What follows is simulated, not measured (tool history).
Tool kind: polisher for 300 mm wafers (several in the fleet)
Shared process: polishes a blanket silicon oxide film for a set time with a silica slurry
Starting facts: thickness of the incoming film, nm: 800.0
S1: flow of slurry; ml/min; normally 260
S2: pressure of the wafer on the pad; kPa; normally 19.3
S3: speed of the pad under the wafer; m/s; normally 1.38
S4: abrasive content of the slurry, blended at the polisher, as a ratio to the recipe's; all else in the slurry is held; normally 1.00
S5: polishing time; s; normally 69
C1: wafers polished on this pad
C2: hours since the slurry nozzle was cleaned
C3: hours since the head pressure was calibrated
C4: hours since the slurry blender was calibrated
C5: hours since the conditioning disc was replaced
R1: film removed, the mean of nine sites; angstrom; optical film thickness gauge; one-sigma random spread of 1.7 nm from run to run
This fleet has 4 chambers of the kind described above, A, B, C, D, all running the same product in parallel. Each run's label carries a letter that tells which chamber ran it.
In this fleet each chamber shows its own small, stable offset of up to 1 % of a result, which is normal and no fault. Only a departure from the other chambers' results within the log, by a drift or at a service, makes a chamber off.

run 1A hour=3.0 | S1=260 S2=19.3 S3=1.38 S4=1.00 S5=69 | C1=545 C2=490.0 C3=350.4 C4=138.0 C5=23.8 | R1=1707.7
run 2C hour=6.9 | S1=260 S2=19.3 S3=1.38 S4=1.00 S5=69 | C1=308 C2=291.2 C3=95.4 C4=85.8 C5=20.0 | R1=1713.0
run 3B hour=10.2 | S1=260 S2=19.3 S3=1.38 S4=1.00 S5=69 | C1=1055 C2=151.0 C3=837.7 C4=277.0 C5=34.8 | R1=1704.5
run 4D hour=14.3 | S1=260 S2=19.3 S3=1.38 S4=1.00 S5=69 | C1=703 C2=211.3 C3=724.1 C4=158.8 C5=75.0 | R1=1708.8
run 5C hour=18.4 | S1=260 S2=19.3 S3=1.38 S4=1.00 S5=69 | C1=398 C2=302.7 C3=106.9 C4=97.3 C5=31.5 | R1=1711.6
run 6D hour=24.0 | S1=260 S2=19.3 S3=1.38 S4=1.00 S5=69 | C1=779 C2=221.0 C3=733.8 C4=168.5 C5=84.7 | R1=1678.6
run 7A hour=29.1 | S1=260 S2=19.3 S3=1.38 S4=1.00 S5=69 | C1=750 C2=516.1 C3=376.5 C4=164.1 C5=49.9 | R1=1697.3
-- hour=30.6 chamber D: worn pad replaced by a new one
run 8B hour=33.2 | S1=260 S2=19.3 S3=1.38 S4=1.00 S5=69 | C1=1236 C2=174.0 C3=860.7 C4=300.0 C5=57.8 | R1=1714.0
run 9B hour=36.0 | S1=260 S2=19.3 S3=1.38 S4=1.00 S5=69 | C1=1258 C2=176.8 C3=863.5 C4=302.8 C5=60.6 | R1=1725.8
run 10C hour=39.3 | S1=260 S2=19.3 S3=1.38 S4=1.00 S5=69 | C1=562 C2=323.6 C3=127.8 C4=118.2 C5=52.4 | R1=1714.7
-- hour=42.2 chamber A: slurry nozzle cleaned
run 11D hour=43.3 | S1=315 S2=19.3 S3=1.38 S4=1.00 S5=81 | C1=99 C2=240.3 C3=753.1 C4=187.8 C5=104.0 | R1=2015.7
run 12A hour=48.0 | S1=315 S2=19.3 S3=1.38 S4=1.00 S5=81 | C1=898 C2=5.8 C3=395.4 C4=183.0 C5=68.8 | R1=2007.7
run 13D hour=53.4 | S1=315 S2=19.3 S3=1.38 S4=1.00 S5=81 | C1=179 C2=250.4 C3=763.2 C4=197.9 C5=114.1 | R1=2027.1
run 14A hour=56.7 | S1=315 S2=19.3 S3=1.38 S4=1.00 S5=81 | C1=966 C2=14.5 C3=404.1 C4=191.7 C5=77.5 | R1=2035.0
-- hour=58.4 chamber B: worn pad replaced by a new one
run 15C hour=60.6 | S1=260 S2=19.3 S3=1.38 S4=1.00 S5=69 | C1=729 C2=344.9 C3=149.1 C4=139.5 C5=73.7 | R1=1709.3
run 16B hour=65.6 | S1=260 S2=19.3 S3=1.38 S4=0.80 S5=81 | C1=57 C2=206.4 C3=893.1 C4=332.4 C5=90.2 | R1=1806.1
run 17C hour=69.3 | S1=260 S2=19.3 S3=1.38 S4=0.80 S5=81 | C1=797 C2=353.6 C3=157.8 C4=148.2 C5=82.4 | R1=1790.0
run 18D hour=74.9 | S1=260 S2=19.3 S3=1.38 S4=0.80 S5=81 | C1=347 C2=271.9 C3=784.7 C4=219.4 C5=135.6 | R1=1800.0
run 19A hour=78.3 | S1=260 S2=19.3 S3=1.38 S4=0.80 S5=81 | C1=1136 C2=36.1 C3=425.7 C4=213.3 C5=99.1 | R1=1809.2
-- hour=82.1 chamber C: worn pad replaced by a new one
run 20B hour=83.1 | S1=260 S2=19.3 S3=1.38 S4=1.00 S5=69 | C1=194 C2=223.9 C3=910.6 C4=349.9 C5=107.7 | R1=1720.1
-- hour=83.6 chamber A: worn pad replaced by a new one
run 21C hour=87.0 | S1=260 S2=19.3 S3=1.38 S4=1.20 S5=82 | C1=39 C2=371.3 C3=175.5 C4=165.9 C5=100.1 | R1=2154.1
run 22D hour=90.8 | S1=260 S2=19.3 S3=1.38 S4=1.20 S5=82 | C1=472 C2=287.8 C3=800.6 C4=235.3 C5=151.5 | R1=2203.3
run 23B hour=94.4 | S1=260 S2=19.3 S3=1.38 S4=1.20 S5=82 | C1=283 C2=235.2 C3=921.9 C4=361.2 C5=119.0 | R1=2208.4
-- hour=98.9 chamber C: slurry blender recalibrated
run 24A hour=99.7 | S1=260 S2=19.3 S3=1.38 S4=1.20 S5=82 | C1=127 C2=57.5 C3=447.1 C4=234.7 C5=120.5 | R1=2160.2
-- hour=102.3 chamber C: slurry nozzle cleaned
-- hour=102.9 chamber D: head pressure recalibrated
run 25D hour=103.0 | S1=260 S2=19.3 S3=1.82 S4=1.00 S5=69 | C1=568 C2=300.0 C3=0.1 C4=247.5 C5=163.7 | R1=1958.0
run 26A hour=109.1 | S1=260 S2=19.3 S3=1.82 S4=1.00 S5=69 | C1=200 C2=66.9 C3=456.5 C4=244.1 C5=129.9 | R1=2130.4
-- hour=111.1 chamber B: slurry blender recalibrated
run 27B hour=113.2 | S1=260 S2=19.3 S3=1.82 S4=1.00 S5=69 | C1=430 C2=254.0 C3=940.7 C4=2.1 C5=137.8 | R1=2140.9
run 28C hour=116.7 | S1=260 S2=19.3 S3=1.82 S4=1.00 S5=69 | C1=272 C2=14.5 C3=205.2 C4=17.8 C5=129.8 | R1=2182.5
run 29B hour=122.0 | S1=260 S2=19.3 S3=1.38 S4=1.00 S5=69 | C1=500 C2=262.8 C3=949.5 C4=10.9 C5=146.6 | R1=1698.6
run 30D hour=127.1 | S1=260 S2=19.3 S3=1.14 S4=1.00 S5=69 | C1=757 C2=324.1 C3=24.2 C4=271.6 C5=187.8 | R1=1384.9
run 31C hour=131.0 | S1=260 S2=19.3 S3=1.14 S4=1.00 S5=69 | C1=384 C2=28.8 C3=219.5 C4=32.1 C5=144.1 | R1=1446.2
run 32A hour=135.7 | S1=260 S2=19.3 S3=1.14 S4=1.00 S5=69 | C1=409 C2=93.5 C3=483.1 C4=270.7 C5=156.5 | R1=1484.6
run 33A hour=138.4 | S1=260 S2=19.3 S3=1.14 S4=1.00 S5=69 | C1=430 C2=96.2 C3=485.8 C4=273.4 C5=159.2 | R1=1468.2
-- hour=138.8 chamber D: worn pad replaced by a new one
-- hour=139.1 chamber A: slurry blender recalibrated
run 34B hour=142.9 | S1=260 S2=19.3 S3=1.38 S4=1.00 S5=69 | C1=664 C2=283.7 C3=970.4 C4=31.8 C5=167.5 | R1=1727.1
run 35D hour=147.4 | S1=260 S2=19.3 S3=1.38 S4=1.00 S5=69 | C1=67 C2=344.4 C3=44.5 C4=291.9 C5=208.1 | R1=1595.5
run 36C hour=151.3 | S1=260 S2=19.3 S3=1.38 S4=1.00 S5=69 | C1=543 C2=49.1 C3=239.8 C4=52.4 C5=164.4 | R1=1698.7
run 37A hour=157.0 | S1=260 S2=19.3 S3=1.38 S4=1.00 S5=69 | C1=576 C2=114.8 C3=504.4 C4=18.0 C5=177.8 | R1=1687.5
run 38C hour=160.0 | S1=260 S2=19.3 S3=1.38 S4=1.00 S5=69 | C1=612 C2=57.8 C3=248.5 C4=61.1 C5=173.1 | R1=1719.4
run 39B hour=163.6 | S1=260 S2=19.3 S3=1.38 S4=1.00 S5=69 | C1=826 C2=304.4 C3=991.1 C4=52.5 C5=188.2 | R1=1674.2
run 40D hour=167.8 | S1=260 S2=19.3 S3=1.38 S4=1.00 S5=69 | C1=228 C2=364.8 C3=64.9 C4=312.3 C5=228.5 | R1=1580.4
run 41C hour=171.7 | S1=260 S2=19.3 S3=1.38 S4=1.15 S5=69 | C1=704 C2=69.5 C3=260.2 C4=72.8 C5=184.8 | R1=1774.6
run 42B hour=175.4 | S1=260 S2=19.3 S3=1.38 S4=1.15 S5=69 | C1=919 C2=316.2 C3=1002.9 C4=64.3 C5=200.0 | R1=1823.3
run 43A hour=179.8 | S1=260 S2=19.3 S3=1.38 S4=1.15 S5=69 | C1=755 C2=137.6 C3=527.2 C4=40.8 C5=200.6 | R1=1834.8

Next, all 4 chambers run the settings below, one line each with question marks for the results. What does each chamber give?
run 44A hour=184.3 | S1=260 S2=19.3 S3=1.38 S4=1.00 S5=69 | R1=?
run 44B hour=184.3 | S1=260 S2=19.3 S3=1.38 S4=1.00 S5=69 | R1=?
run 44C hour=184.3 | S1=260 S2=19.3 S3=1.38 S4=1.00 S5=69 | R1=?
run 44D hour=184.3 | S1=260 S2=19.3 S3=1.38 S4=1.00 S5=69 | R1=?

run=44A R1=1707.1
run=44B R1=1706.4
run=44C R1=1705.1
run=44D R1=1573.5
